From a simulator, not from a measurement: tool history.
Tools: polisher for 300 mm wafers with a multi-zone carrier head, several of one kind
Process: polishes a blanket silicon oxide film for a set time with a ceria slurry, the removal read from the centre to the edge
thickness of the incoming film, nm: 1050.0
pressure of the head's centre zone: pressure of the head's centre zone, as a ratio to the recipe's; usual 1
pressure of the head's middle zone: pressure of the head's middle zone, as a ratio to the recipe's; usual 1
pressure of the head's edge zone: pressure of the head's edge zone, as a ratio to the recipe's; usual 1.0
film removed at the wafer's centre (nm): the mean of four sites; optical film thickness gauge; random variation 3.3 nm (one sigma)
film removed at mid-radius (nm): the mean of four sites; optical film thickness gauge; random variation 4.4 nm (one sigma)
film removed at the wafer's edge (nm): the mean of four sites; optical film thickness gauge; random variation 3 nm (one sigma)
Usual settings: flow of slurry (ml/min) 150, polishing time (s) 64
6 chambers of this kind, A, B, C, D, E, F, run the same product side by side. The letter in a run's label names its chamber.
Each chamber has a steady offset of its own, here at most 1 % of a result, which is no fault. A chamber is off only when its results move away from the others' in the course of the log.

run,day,flow of slurry (ml/min),pressure of the head's centre zone,pressure of the head's middle zone,pressure of the head's edge zone,polishing time (s),wafers polished on this pad,hours since the slurry nozzle was cleaned,hours since the centre zone pressure was calibrated,hours since the edge zone pressure was calibrated,film removed at the wafer's centre (nm),film removed at mid-radius (nm),film removed at the wafer's edge (nm)
1E,0.100,150,1,1,1.0,64,591,45.5,1044.7,534.8,333.85,329.73,330.48
# day 0.146: chamber F: worn pad replaced by a new one
# day 0.162: chamber C: worn pad replaced by a new one
2A,0.267,150,1,1,1.0,64,390,50.2,671.2,77.0,332.39,329.07,331.98
3F,0.429,150,1,1,1.0,64,76,341.4,149.7,347.9,331.00,335.96,331.38
4D,0.596,150,1,1,1.0,64,358,455.9,378.3,728.2,335.64,327.05,332.10
# day 0.654: chamber B: worn pad replaced by a new one
5C,0.675,150,1,1,1.0,64,138,292.7,857.7,160.3,328.07,323.45,332.07
6B,0.758,150,1,1,1.0,64,28,784.0,230.5,345.0,321.59,326.40,333.49
7E,0.912,150,1,1,1.0,64,809,65.0,1064.2,554.3,329.30,333.40,332.67
8A,1.021,150,1,1,1.0,64,592,68.3,689.3,95.1,331.77,325.74,330.14
9C,1.162,150,1,1,1.0,64,269,304.4,869.4,172.0,329.16,332.68,332.85
10F,1.254,150,1,1,1.0,64,298,361.2,169.5,367.7,325.77,329.01,331.19
11D,1.367,150,1,1,1.0,64,566,474.4,396.8,746.7,336.51,330.06,325.26
12B,1.492,150,1,1,1.0,64,225,801.6,248.1,362.6,321.57,332.63,330.93
13B,1.592,150,1,1,1.0,64,252,804.0,250.5,365.0,326.95,330.69,330.73
# day 1.667: chamber D: slurry nozzle cleaned
14A,1.771,150,1,1,1.0,64,794,86.3,707.3,113.1,329.53,333.99,330.20
15F,1.858,150,1,1,1.1,57,460,375.7,184.0,382.2,299.11,283.38,309.98
16E,1.992,150,1,1,1.1,57,1099,90.9,1090.1,580.2,293.50,289.86,311.32
17D,2.104,150,1,1,1.1,57,764,10.5,414.5,764.4,300.15,285.07,305.26
18C,2.246,150,1,1,1.1,57,560,330.4,895.4,198.0,294.43,289.18,315.49
# day 2.292: chamber E: worn pad replaced by a new one
# day 2.308: chamber A: worn pad replaced by a new one
19E,2.404,150,1,1,1.1,57,30,100.8,1100.0,590.1,294.96,294.23,309.44
# day 2.425: chamber D: worn pad replaced by a new one
# day 2.500: chamber C: worn pad replaced by a new one
20B,2.579,150,1,1,1.1,57,517,827.7,274.2,388.7,293.61,300.20,308.40
# day 2.696: chamber B: slurry nozzle cleaned
21F,2.717,150,1,1,1.0,64,691,396.3,204.6,402.8,324.04,326.07,333.35
22D,2.888,150,1,1,1.0,64,125,29.3,433.3,783.2,332.76,330.46,329.20
23A,3.012,150,1,1,1.0,64,190,116.1,737.1,142.9,325.96,329.57,324.98
24C,3.117,150,1,1,1.0,64,165,351.3,916.3,218.9,329.12,330.06,340.44
# day 3.133: chamber E: centre zone pressure recalibrated
25B,3.258,150,1,1,1.0,64,700,13.6,290.5,405.0,334.44,332.26,328.32
26C,3.383,150,1,1,1.0,64,237,357.7,922.7,225.3,331.61,332.27,329.06
27F,3.492,150,1,1,1.0,64,899,414.9,223.2,421.4,322.62,329.54,327.52
28D,3.625,150,1,1,1.0,43,323,47.0,451.0,800.9,224.26,220.94,223.50
29E,3.750,150,1,1,1.0,43,392,133.1,14.9,622.4,192.45,218.79,223.85
30A,3.842,150,1,1,1.0,43,413,136.0,757.0,162.8,222.53,218.75,222.46
31F,4.000,150,1,1,1.0,43,1036,427.1,235.4,433.6,220.14,220.77,225.86
32E,4.179,150,1,1,1.0,43,508,143.4,25.2,632.7,191.12,217.64,221.91
33B,4.342,150,1,1,1.0,43,991,39.6,316.5,431.0,219.98,223.61,223.09
34A,4.475,150,1,1,1.0,64,583,151.2,772.2,178.0,331.96,321.73,330.92
35C,4.650,150,1,1,1.0,64,578,388.1,953.1,255.7,334.81,324.67,337.27
36D,4.788,150,1,1,1.0,64,636,74.9,478.9,828.8,338.32,327.61,334.61
37D,4.925,150,1,1,1.0,64,673,78.2,482.2,832.1,334.39,322.03,334.87
38A,5.054,150,1,1,1.0,64,738,165.1,786.1,191.9,330.93,328.12,331.12
39F,5.154,150,1,1,1.0,64,1346,454.8,263.1,461.3,333.34,333.77,333.07
40C,5.262,150,1,1,1.0,64,742,402.8,967.8,270.4,334.18,331.47,336.18

Next, every chamber runs the same settings. What will each give?
41A,5.392,150,1,1,1.0,64,,,,,?,?,?
41B,5.392,150,1,1,1.0,64,,,,,?,?,?
41C,5.392,150,1,1,1.0,64,,,,,?,?,?
41D,5.392,150,1,1,1.0,64,,,,,?,?,?
41E,5.392,150,1,1,1.0,64,,,,,?,?,?
41F,5.392,150,1,1,1.0,64,,,,,?,?,?

run,film removed at the wafer's centre (nm),film removed at mid-radius (nm),film removed at the wafer's edge (nm)
41A,330.95,322.15,326.65
41B,331.13,335.17,333.38
41C,329.75,324.55,338.28
41D,328.89,330.14,329.30
41E,287.30,327.07,335.16
41F,329.10,327.35,334.30
